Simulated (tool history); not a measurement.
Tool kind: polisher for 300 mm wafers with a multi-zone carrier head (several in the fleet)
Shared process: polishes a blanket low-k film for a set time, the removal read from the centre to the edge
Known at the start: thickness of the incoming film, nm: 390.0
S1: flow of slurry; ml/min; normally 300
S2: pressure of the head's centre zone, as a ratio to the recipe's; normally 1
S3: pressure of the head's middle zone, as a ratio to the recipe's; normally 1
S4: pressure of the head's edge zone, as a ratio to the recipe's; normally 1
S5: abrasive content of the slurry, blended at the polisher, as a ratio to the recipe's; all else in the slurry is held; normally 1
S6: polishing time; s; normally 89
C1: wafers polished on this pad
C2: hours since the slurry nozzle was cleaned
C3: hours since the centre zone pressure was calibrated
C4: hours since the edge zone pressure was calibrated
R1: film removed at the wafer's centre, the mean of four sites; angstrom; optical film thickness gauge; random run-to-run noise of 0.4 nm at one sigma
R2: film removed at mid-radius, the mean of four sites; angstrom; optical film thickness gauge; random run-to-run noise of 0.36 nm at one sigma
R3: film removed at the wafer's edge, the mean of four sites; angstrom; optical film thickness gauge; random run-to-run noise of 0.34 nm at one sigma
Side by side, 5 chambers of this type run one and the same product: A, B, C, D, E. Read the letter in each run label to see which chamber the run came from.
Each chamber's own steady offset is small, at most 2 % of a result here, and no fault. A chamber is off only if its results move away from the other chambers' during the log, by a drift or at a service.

{"run": "1A", "hour": 6.3, "S1": 300, "S2": 1, "S3": 1, "S4": 1, "S5": 1, "S6": 89, "C1": 788, "C2": 358.6, "C3": 722.6, "C4": 249.3, "R1": 444.69, "R2": 448.65, "R3": 437.53}
{"run": "2C", "hour": 9.9, "S1": 300, "S2": 1, "S3": 1, "S4": 1, "S5": 1, "S6": 89, "C1": 469, "C2": 72.9, "C3": 698.4, "C4": 938.4, "R1": 442.34, "R2": 441.45, "R3": 444.66}
{"hour": 10.8, "done": "chamber A: worn pad replaced by a new one"}
{"run": "3B", "hour": 13.9, "S1": 300, "S2": 1, "S3": 1, "S4": 1, "S5": 1, "S6": 89, "C1": 175, "C2": 431, "C3": 93.8, "C4": 455.2, "R1": 444.03, "R2": 441.31, "R3": 444.45}
{"hour": 15.7, "done": "chamber D: worn pad replaced by a new one"}
{"run": "4D", "hour": 17.6, "S1": 300, "S2": 1, "S3": 1, "S4": 1, "S5": 1, "S6": 89, "C1": 15, "C2": 198.5, "C3": 458.4, "C4": 759.1, "R1": 447.49, "R2": 448.84, "R3": 443.95}
{"run": "5E", "hour": 24.3, "S1": 255, "S2": 1, "S3": 1, "S4": 1, "S5": 1, "S6": 89, "C1": 263, "C2": 107.1, "C3": 169, "C4": 1081.4, "R1": 433.01, "R2": 428.35, "R3": 436.65}
{"run": "6D", "hour": 29.1, "S1": 255, "S2": 1, "S3": 1, "S4": 1, "S5": 1, "S6": 89, "C1": 108, "C2": 210, "C3": 469.9, "C4": 770.6, "R1": 432.85, "R2": 435.82, "R3": 439.65}
{"run": "7C", "hour": 35.6, "S1": 255, "S2": 1, "S3": 1, "S4": 1, "S5": 1, "S6": 89, "C1": 677, "C2": 98.6, "C3": 724.1, "C4": 964.1, "R1": 431, "R2": 434.21, "R3": 437.54}
{"hour": 40.6, "done": "chamber B: slurry nozzle cleaned"}
{"run": "8B", "hour": 40.8, "S1": 255, "S2": 1, "S3": 1, "S4": 1, "S5": 1, "S6": 89, "C1": 392, "C2": 0.2, "C3": 120.7, "C4": 482.1, "R1": 433.25, "R2": 437.78, "R3": 444.38}
{"run": "9A", "hour": 44.7, "S1": 255, "S2": 1, "S3": 1, "S4": 1, "S5": 1, "S6": 89, "C1": 274, "C2": 397, "C3": 761, "C4": 287.7, "R1": 437.34, "R2": 432.96, "R3": 438.09}
{"run": "10E", "hour": 48.3, "S1": 300, "S2": 1, "S3": 1, "S4": 1, "S5": 1, "S6": 73, "C1": 457, "C2": 131.1, "C3": 193, "C4": 1105.4, "R1": 360.59, "R2": 361.41, "R3": 364.05}
{"run": "11A", "hour": 55.2, "S1": 300, "S2": 1, "S3": 1, "S4": 1, "S5": 1, "S6": 73, "C1": 359, "C2": 407.5, "C3": 771.5, "C4": 298.2, "R1": 361.25, "R2": 364.07, "R3": 360.57}
{"hour": 58.2, "done": "chamber E: edge zone pressure recalibrated"}
{"run": "12C", "hour": 61.0, "S1": 300, "S2": 1, "S3": 1, "S4": 1, "S5": 1, "S6": 73, "C1": 883, "C2": 124, "C3": 749.5, "C4": 989.5, "R1": 362.49, "R2": 357.94, "R3": 357.03}
{"hour": 61.3, "done": "chamber E: worn pad replaced by a new one"}
{"run": "13B", "hour": 64.3, "S1": 300, "S2": 1, "S3": 1, "S4": 1, "S5": 1, "S6": 73, "C1": 583, "C2": 23.7, "C3": 144.2, "C4": 505.6, "R1": 367.83, "R2": 365.21, "R3": 362.98}
{"run": "14E", "hour": 69.3, "S1": 300, "S2": 1, "S3": 1, "S4": 1, "S5": 1, "S6": 73, "C1": 64, "C2": 152.1, "C3": 214, "C4": 11.1, "R1": 364.01, "R2": 361.35, "R3": 361.49}
{"run": "15D", "hour": 72.8, "S1": 300, "S2": 1, "S3": 1, "S4": 1, "S5": 1, "S6": 89, "C1": 462, "C2": 253.7, "C3": 513.6, "C4": 814.3, "R1": 448.74, "R2": 452.68, "R3": 443.22}
{"hour": 78.2, "done": "chamber C: centre zone pressure recalibrated"}
{"run": "16A", "hour": 80.0, "S1": 300, "S2": 1, "S3": 1, "S4": 1, "S5": 1, "S6": 89, "C1": 560, "C2": 432.3, "C3": 796.3, "C4": 323, "R1": 442.86, "R2": 441.34, "R3": 438.72}
{"run": "17E", "hour": 86.5, "S1": 300, "S2": 1, "S3": 1, "S4": 1, "S5": 1, "S6": 89, "C1": 204, "C2": 169.3, "C3": 231.2, "C4": 28.3, "R1": 446.48, "R2": 431.9, "R3": 442.92}
{"run": "18C", "hour": 90.0, "S1": 300, "S2": 1, "S3": 1, "S4": 1, "S5": 1, "S6": 89, "C1": 1117, "C2": 153, "C3": 11.8, "C4": 1018.5, "R1": 495.11, "R2": 440.58, "R3": 437.44}
{"hour": 90.9, "done": "chamber B: worn pad replaced by a new one"}
{"run": "19B", "hour": 96.1, "S1": 300, "S2": 1, "S3": 1, "S4": 1, "S5": 1, "S6": 89, "C1": 42, "C2": 55.5, "C3": 176, "C4": 537.4, "R1": 450.69, "R2": 443.68, "R3": 452.6}
{"hour": 99.5, "done": "chamber D: worn pad replaced by a new one"}
{"run": "20D", "hour": 102.2, "S1": 300, "S2": 1, "S3": 1, "S4": 1, "S5": 1, "S6": 89, "C1": 22, "C2": 283.1, "C3": 543, "C4": 843.7, "R1": 438.01, "R2": 451.14, "R3": 451.98}
{"run": "21E", "hour": 108.5, "S1": 300, "S2": 1, "S3": 1, "S4": 1, "S5": 1, "S6": 89, "C1": 382, "C2": 191.3, "C3": 253.2, "C4": 50.3, "R1": 447.12, "R2": 443.64, "R3": 441.93}
{"hour": 109.2, "done": "chamber C: worn pad replaced by a new one"}
{"run": "22A", "hour": 113.9, "S1": 300, "S2": 1, "S3": 1, "S4": 1, "S5": 1, "S6": 100, "C1": 834, "C2": 466.2, "C3": 830.2, "C4": 356.9, "R1": 504.97, "R2": 497.53, "R3": 498.35}
{"run": "23B", "hour": 119.0, "S1": 300, "S2": 1, "S3": 1, "S4": 1, "S5": 1, "S6": 100, "C1": 227, "C2": 78.4, "C3": 198.9, "C4": 560.3, "R1": 507.5, "R2": 500.09, "R3": 500.88}
{"hour": 121.6, "done": "chamber A: worn pad replaced by a new one"}
{"run": "24D", "hour": 125.7, "S1": 300, "S2": 1, "S3": 1, "S4": 1, "S5": 1, "S6": 100, "C1": 212, "C2": 306.6, "C3": 566.5, "C4": 867.2, "R1": 502.78, "R2": 499.26, "R3": 500.12}
{"hour": 129.9, "done": "chamber E: worn pad replaced by a new one"}
{"run": "25C", "hour": 132.9, "S1": 300, "S2": 1, "S3": 1, "S4": 1, "S5": 1, "S6": 100, "C1": 191, "C2": 195.9, "C3": 54.7, "C4": 1061.4, "R1": 545.01, "R2": 493.59, "R3": 500.76}
{"run": "26E", "hour": 138.6, "S1": 300, "S2": 1, "S3": 1, "S4": 1, "S5": 1, "S6": 100, "C1": 71, "C2": 221.4, "C3": 283.3, "C4": 80.4, "R1": 498.39, "R2": 492.05, "R3": 496.59}
{"run": "27A", "hour": 142.8, "S1": 300, "S2": 1, "S3": 1, "S4": 1, "S5": 1, "S6": 89, "C1": 172, "C2": 495.1, "C3": 859.1, "C4": 385.8, "R1": 443.28, "R2": 438.53, "R3": 450.12}
{"run": "28C", "hour": 148.0, "S1": 300, "S2": 1, "S3": 1, "S4": 1, "S5": 1, "S6": 89, "C1": 314, "C2": 211, "C3": 69.8, "C4": 1076.5, "R1": 486.54, "R2": 439.69, "R3": 439.86}
{"hour": 149.1, "done": "chamber C: edge zone pressure recalibrated"}
{"hour": 154.0, "done": "chamber B: edge zone pressure recalibrated"}
{"run": "29B", "hour": 154.8, "S1": 300, "S2": 1, "S3": 1, "S4": 1, "S5": 1, "S6": 89, "C1": 517, "C2": 114.2, "C3": 234.7, "C4": 0.9, "R1": 446.5, "R2": 447.3, "R3": 446.87}
{"run": "30D", "hour": 160.7, "S1": 300, "S2": 1, "S3": 1, "S4": 1, "S5": 1, "S6": 89, "C1": 495, "C2": 341.6, "C3": 601.5, "C4": 902.2, "R1": 441.48, "R2": 447.26, "R3": 453.28}
{"run": "31B", "hour": 164.3, "S1": 300, "S2": 1, "S3": 1, "S4": 1, "S5": 1, "S6": 89, "C1": 594, "C2": 123.7, "C3": 244.2, "C4": 10.4, "R1": 445.57, "R2": 439.32, "R3": 451.92}
{"run": "32D", "hour": 167.6, "S1": 300, "S2": 1, "S3": 1, "S4": 1, "S5": 1, "S6": 89, "C1": 551, "C2": 348.5, "C3": 608.4, "C4": 909.1, "R1": 445.36, "R2": 452.52, "R3": 445.27}
{"hour": 170.6, "done": "chamber D: worn pad replaced by a new one"}
{"run": "33E", "hour": 173.5, "S1": 300, "S2": 1, "S3": 1, "S4": 1, "S5": 0.75, "S6": 89, "C1": 353, "C2": 256.3, "C3": 318.2, "C4": 115.3, "R1": 387.73, "R2": 379.05, "R3": 389.04}
{"run": "34A", "hour": 177.0, "S1": 300, "S2": 1, "S3": 1, "S4": 1, "S5": 0.75, "S6": 89, "C1": 448, "C2": 529.3, "C3": 893.3, "C4": 420, "R1": 386.15, "R2": 384.93, "R3": 384.25}
{"run": "35C", "hour": 182.1, "S1": 300, "S2": 1, "S3": 1, "S4": 1, "S5": 0.75, "S6": 89, "C1": 589, "C2": 245.1, "C3": 103.9, "C4": 33, "R1": 423.18, "R2": 388.75, "R3": 385.46}
{"run": "36C", "hour": 186.1, "S1": 300, "S2": 1, "S3": 1, "S4": 1, "S5": 0.75, "S6": 89, "C1": 622, "C2": 249.1, "C3": 107.9, "C4": 37, "R1": 426.81, "R2": 382.66, "R3": 383.1}
{"run": "37E", "hour": 192.4, "S1": 300, "S2": 1, "S3": 1, "S4": 1, "S5": 0.75, "S6": 89, "C1": 506, "C2": 275.2, "C3": 337.1, "C4": 134.2, "R1": 385.72, "R2": 380.3, "R3": 382.1}
{"run": "38D", "hour": 196.5, "S1": 300, "S2": 1, "S3": 1, "S4": 1, "S5": 1, "S6": 89, "C1": 210, "C2": 377.4, "C3": 637.3, "C4": 938, "R1": 439.05, "R2": 443.25, "R3": 447.69}
{"hour": 196.9, "done": "chamber B: worn pad replaced by a new one"}
{"run": "39B", "hour": 200.5, "S1": 380, "S2": 1, "S3": 1, "S4": 1, "S5": 1, "S6": 89, "C1": 29, "C2": 159.9, "C3": 280.4, "C4": 46.6, "R1": 451.22, "R2": 450.33, "R3": 452.19}
{"run": "40A", "hour": 204.3, "S1": 380, "S2": 1, "S3": 1, "S4": 1, "S5": 1, "S6": 89, "C1": 669, "C2": 556.6, "C3": 920.6, "C4": 447.3, "R1": 460.86, "R2": 450.14, "R3": 446.24}
{"run": "41D", "hour": 207.9, "S1": 380, "S2": 1, "S3": 1, "S4": 1, "S5": 1, "S6": 89, "C1": 302, "C2": 388.8, "C3": 648.7, "C4": 949.4, "R1": 451.12, "R2": 454.84, "R3": 455.25}
{"run": "42A", "hour": 214.6, "S1": 380, "S2": 1, "S3": 1, "S4": 1, "S5": 1, "S6": 89, "C1": 753, "C2": 566.9, "C3": 930.9, "C4": 457.6, "R1": 455.71, "R2": 445.15, "R3": 444.78}
{"run": "43B", "hour": 219.6, "S1": 380, "S2": 1, "S3": 1, "S4": 1, "S5": 1, "S6": 89, "C1": 183, "C2": 179, "C3": 299.5, "C4": 65.7, "R1": 464.13, "R2": 450.89, "R3": 454.19}

Which is it: a chamber that has drifted or been left off by a service, a gauge drift common to all chambers, or only each chamber's usual small offset? If a chamber is off, name it and its likeliest cause.

After it was serviced, chamber C no longer matches the other chambers.
Likeliest cause: centre zone's pressure above its setpoint, % = 9.38.

Which of the 4 candidates below, each the usual settings with something changed and its results left as question marks, puts chamber C back in line with what the other chambers give on the usual settings?
Maximum distance from the other chambers' mean on the usual settings for a result to count as in line: R1 14 angstrom; R2 12 angstrom; R3 12 angstrom
{"run": "44C-1", "hour": 224.8, "S1": 300, "S2": 1.03, "S3": 1, "S4": 0.99, "S5": 1, "S6": 89, "R1": "?", "R2": "?", "R3": "?"}
{"run": "44C-2", "hour": 224.8, "S1": 295, "S2": 0.92, "S3": 1.01, "S4": 1.03, "S5": 1, "S6": 88, "R1": "?", "R2": "?", "R3": "?"}
{"run": "44C-3", "hour": 224.8, "S1": 300, "S2": 0.97, "S3": 1, "S4": 1.01, "S5": 1, "S6": 89, "R1": "?", "R2": "?", "R3": "?"}
{"run": "44C-4", "hour": 224.8, "S1": 305, "S2": 1.08, "S3": 0.99, "S4": 0.97, "S5": 1, "S6": 90, "R1": "?", "R2": "?", "R3": "?"}

The mean the other chambers reach with the usual settings: R1 442.91 angstrom; R2 441.97 angstrom; R3 444.36 angstrom
run=44C-1 R1=507.22 R2=441.16 R3=438.76
run=44C-2 R1=441.88 R2=439.74 R3=442.28
run=44C-3 R1=474.74 R2=441.31 R3=443.35
run=44C-4 R1=541.19 R2=442.62 R3=439.63
The right change is 44C-2: it brings the chamber back within the allowed miss of the others.

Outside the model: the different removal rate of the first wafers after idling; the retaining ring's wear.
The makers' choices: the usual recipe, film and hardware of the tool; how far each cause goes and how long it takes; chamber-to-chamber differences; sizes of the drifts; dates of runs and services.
